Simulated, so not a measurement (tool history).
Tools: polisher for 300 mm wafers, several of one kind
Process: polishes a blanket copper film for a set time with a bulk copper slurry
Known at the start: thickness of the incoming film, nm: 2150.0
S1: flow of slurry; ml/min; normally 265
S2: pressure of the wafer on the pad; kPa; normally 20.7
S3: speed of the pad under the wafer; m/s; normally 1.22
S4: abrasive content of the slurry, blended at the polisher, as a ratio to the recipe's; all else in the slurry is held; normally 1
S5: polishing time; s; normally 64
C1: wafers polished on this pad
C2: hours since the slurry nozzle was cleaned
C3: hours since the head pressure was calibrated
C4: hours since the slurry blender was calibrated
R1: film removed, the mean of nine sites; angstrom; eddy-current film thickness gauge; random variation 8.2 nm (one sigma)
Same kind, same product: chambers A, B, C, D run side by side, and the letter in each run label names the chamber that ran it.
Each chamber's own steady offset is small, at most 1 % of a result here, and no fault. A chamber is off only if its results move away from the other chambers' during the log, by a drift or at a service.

run 1B hour=9.4 | S1=265 S2=20.7 S3=1.22 S4=1 S5=64 | C1=326 C2=514.9 C3=70.7 C4=109.3 | R1=8366.0
-- hour=9.7 chamber C: slurry blender recalibrated
run 2D hour=19.3 | S1=265 S2=20.7 S3=1.22 S4=1 S5=64 | C1=601 C2=494.6 C3=447.1 C4=138.2 | R1=8672.3
run 3A hour=26.8 | S1=265 S2=20.7 S3=1.22 S4=1 S5=64 | C1=391 C2=101.1 C3=1119.4 C4=137.9 | R1=8507.8
run 4C hour=37.6 | S1=265 S2=20.7 S3=1.22 S4=1 S5=64 | C1=938 C2=116.6 C3=183.2 C4=28.0 | R1=8534.5
run 5A hour=47.9 | S1=265 S2=20.7 S3=1.22 S4=1 S5=64 | C1=605 C2=122.2 C3=1140.5 C4=159.0 | R1=8366.3
-- hour=54.7 chamber A: worn pad replaced by a new one
run 6D hour=56.4 | S1=265 S2=20.7 S3=1.22 S4=1 S5=64 | C1=977 C2=531.7 C3=484.2 C4=175.3 | R1=8630.5
-- hour=61.5 chamber D: worn pad replaced by a new one
run 7B hour=64.2 | S1=265 S2=20.7 S3=1.22 S4=1 S5=64 | C1=882 C2=569.7 C3=125.5 C4=164.1 | R1=8609.2
-- hour=67.0 chamber C: worn pad replaced by a new one
run 8C hour=71.2 | S1=265 S2=20.7 S3=1.22 S4=1 S5=64 | C1=42 C2=150.2 C3=216.8 C4=61.6 | R1=8633.8
run 9A hour=85.4 | S1=265 S2=20.7 S3=1.22 S4=1 S5=64 | C1=311 C2=159.7 C3=1178.0 C4=196.5 | R1=8557.5
run 10C hour=95.5 | S1=265 S2=20.7 S3=1.22 S4=1 S5=75 | C1=289 C2=174.5 C3=241.1 C4=85.9 | R1=10041.0
run 11B hour=108.1 | S1=265 S2=20.7 S3=1.22 S4=1 S5=75 | C1=1327 C2=613.6 C3=169.4 C4=208.0 | R1=10011.0
-- hour=119.4 chamber D: slurry blender recalibrated
run 12D hour=121.2 | S1=265 S2=20.7 S3=1.22 S4=1 S5=75 | C1=606 C2=596.5 C3=549.0 C4=1.9 | R1=10161.0
-- hour=126.7 chamber B: worn pad replaced by a new one
-- hour=130.7 chamber A: worn pad replaced by a new one
run 13B hour=135.2 | S1=265 S2=20.7 S3=1.22 S4=1 S5=75 | C1=86 C2=640.7 C3=196.5 C4=235.1 | R1=9999.9
run 14D hour=147.2 | S1=265 S2=20.7 S3=1.22 S4=1 S5=64 | C1=869 C2=622.5 C3=575.0 C4=27.9 | R1=8718.6
-- hour=161.0 chamber D: worn pad replaced by a new one
run 15A hour=161.1 | S1=265 S2=20.7 S3=1.22 S4=1 S5=64 | C1=308 C2=235.4 C3=1253.7 C4=272.2 | R1=8548.2
run 16C hour=173.7 | S1=265 S2=20.7 S3=1.22 S4=1 S5=64 | C1=1082 C2=252.7 C3=319.3 C4=164.1 | R1=8475.9
-- hour=175.4 chamber C: slurry nozzle cleaned
run 17C hour=183.1 | S1=265 S2=20.7 S3=1.22 S4=1 S5=64 | C1=1177 C2=7.8 C3=328.7 C4=173.5 | R1=8613.6
-- hour=188.0 chamber B: slurry blender recalibrated
run 18D hour=196.2 | S1=265 S2=20.7 S3=1.22 S4=1 S5=64 | C1=357 C2=671.5 C3=624.0 C4=76.9 | R1=8730.8
-- hour=205.4 chamber C: worn pad replaced by a new one
-- hour=207.3 chamber A: worn pad replaced by a new one
run 19B hour=208.0 | S1=265 S2=14.5 S3=1.54 S4=1 S5=64 | C1=824 C2=713.5 C3=269.3 C4=20.0 | R1=7745.4
run 20A hour=223.3 | S1=265 S2=14.5 S3=1.54 S4=1 S5=64 | C1=162 C2=297.6 C3=1315.9 C4=334.4 | R1=7585.8
run 21D hour=233.2 | S1=265 S2=14.5 S3=1.54 S4=1 S5=64 | C1=732 C2=708.5 C3=661.0 C4=113.9 | R1=7637.5
-- hour=235.6 chamber A: head pressure recalibrated
run 22B hour=246.6 | S1=265 S2=14.5 S3=1.54 S4=1 S5=64 | C1=1216 C2=752.1 C3=307.9 C4=58.6 | R1=7717.7
-- hour=250.0 chamber B: worn pad replaced by a new one
run 23C hour=257.9 | S1=265 S2=20.7 S3=1.22 S4=1 S5=64 | C1=532 C2=82.6 C3=403.5 C4=248.3 | R1=8544.1
-- hour=267.7 chamber D: slurry nozzle cleaned
run 24A hour=270.5 | S1=265 S2=20.7 S3=1.22 S4=1 S5=64 | C1=641 C2=344.8 C3=35.0 C4=381.6 | R1=7953.5
-- hour=271.4 chamber D: worn pad replaced by a new one
run 25B hour=277.9 | S1=265 S2=20.7 S3=1.22 S4=1 S5=64 | C1=283 C2=783.4 C3=339.2 C4=89.9 | R1=8613.2
-- hour=282.1 chamber A: worn pad replaced by a new one
run 26C hour=289.0 | S1=265 S2=20.7 S3=1.22 S4=1 S5=64 | C1=848 C2=113.7 C3=434.6 C4=279.4 | R1=8466.4
run 27D hour=296.5 | S1=265 S2=20.7 S3=1.22 S4=1 S5=64 | C1=255 C2=28.8 C3=724.3 C4=177.2 | R1=8630.1
-- hour=304.6 chamber A: slurry blender recalibrated
run 28A hour=311.0 | S1=265 S2=20.7 S3=1.22 S4=1 S5=74 | C1=294 C2=385.3 C3=75.5 C4=6.4 | R1=9133.9
-- hour=317.7 chamber D: slurry blender recalibrated
run 29A hour=324.9 | S1=265 S2=20.7 S3=1.22 S4=1 S5=74 | C1=435 C2=399.2 C3=89.4 C4=20.3 | R1=9202.9
-- hour=330.0 chamber C: worn pad replaced by a new one
run 30B hour=336.3 | S1=265 S2=20.7 S3=1.22 S4=1 S5=74 | C1=876 C2=841.8 C3=397.6 C4=148.3 | R1=9842.0
-- hour=344.6 chamber A: slurry nozzle cleaned
run 31C hour=345.1 | S1=265 S2=20.7 S3=1.22 S4=1 S5=74 | C1=153 C2=169.8 C3=490.7 C4=335.5 | R1=9946.6
run 32D hour=353.8 | S1=265 S2=20.7 S3=1.22 S4=1 S5=64 | C1=836 C2=86.1 C3=781.6 C4=36.1 | R1=8681.4
-- hour=355.1 chamber D: worn pad replaced by a new one
-- hour=357.3 chamber C: slurry blender recalibrated
-- hour=360.1 chamber A: worn pad replaced by a new one
run 33D hour=361.3 | S1=265 S2=20.7 S3=1.22 S4=1 S5=81 | C1=62 C2=93.6 C3=789.1 C4=43.6 | R1=10924.0
run 34A hour=368.7 | S1=265 S2=20.7 S3=1.22 S4=1 S5=81 | C1=87 C2=24.2 C3=133.2 C4=64.1 | R1=10012.0
run 35C hour=381.7 | S1=265 S2=20.7 S3=1.22 S4=1 S5=81 | C1=524 C2=206.4 C3=527.3 C4=24.5 | R1=10770.0

Next, all 4 chambers run the settings below, one line each with question marks for the results. What does each chamber give?
run 36A hour=393.1 | S1=185 S2=20.7 S3=1.22 S4=1 S5=64 | R1=?
run 36B hour=393.1 | S1=185 S2=20.7 S3=1.22 S4=1 S5=64 | R1=?
run 36C hour=393.1 | S1=185 S2=20.7 S3=1.22 S4=1 S5=64 | R1=?
run 36D hour=393.1 | S1=185 S2=20.7 S3=1.22 S4=1 S5=64 | R1=?

run=36A R1=7390.1
run=36B R1=8097.1
run=36C R1=8155.9
run=36D R1=8402.9
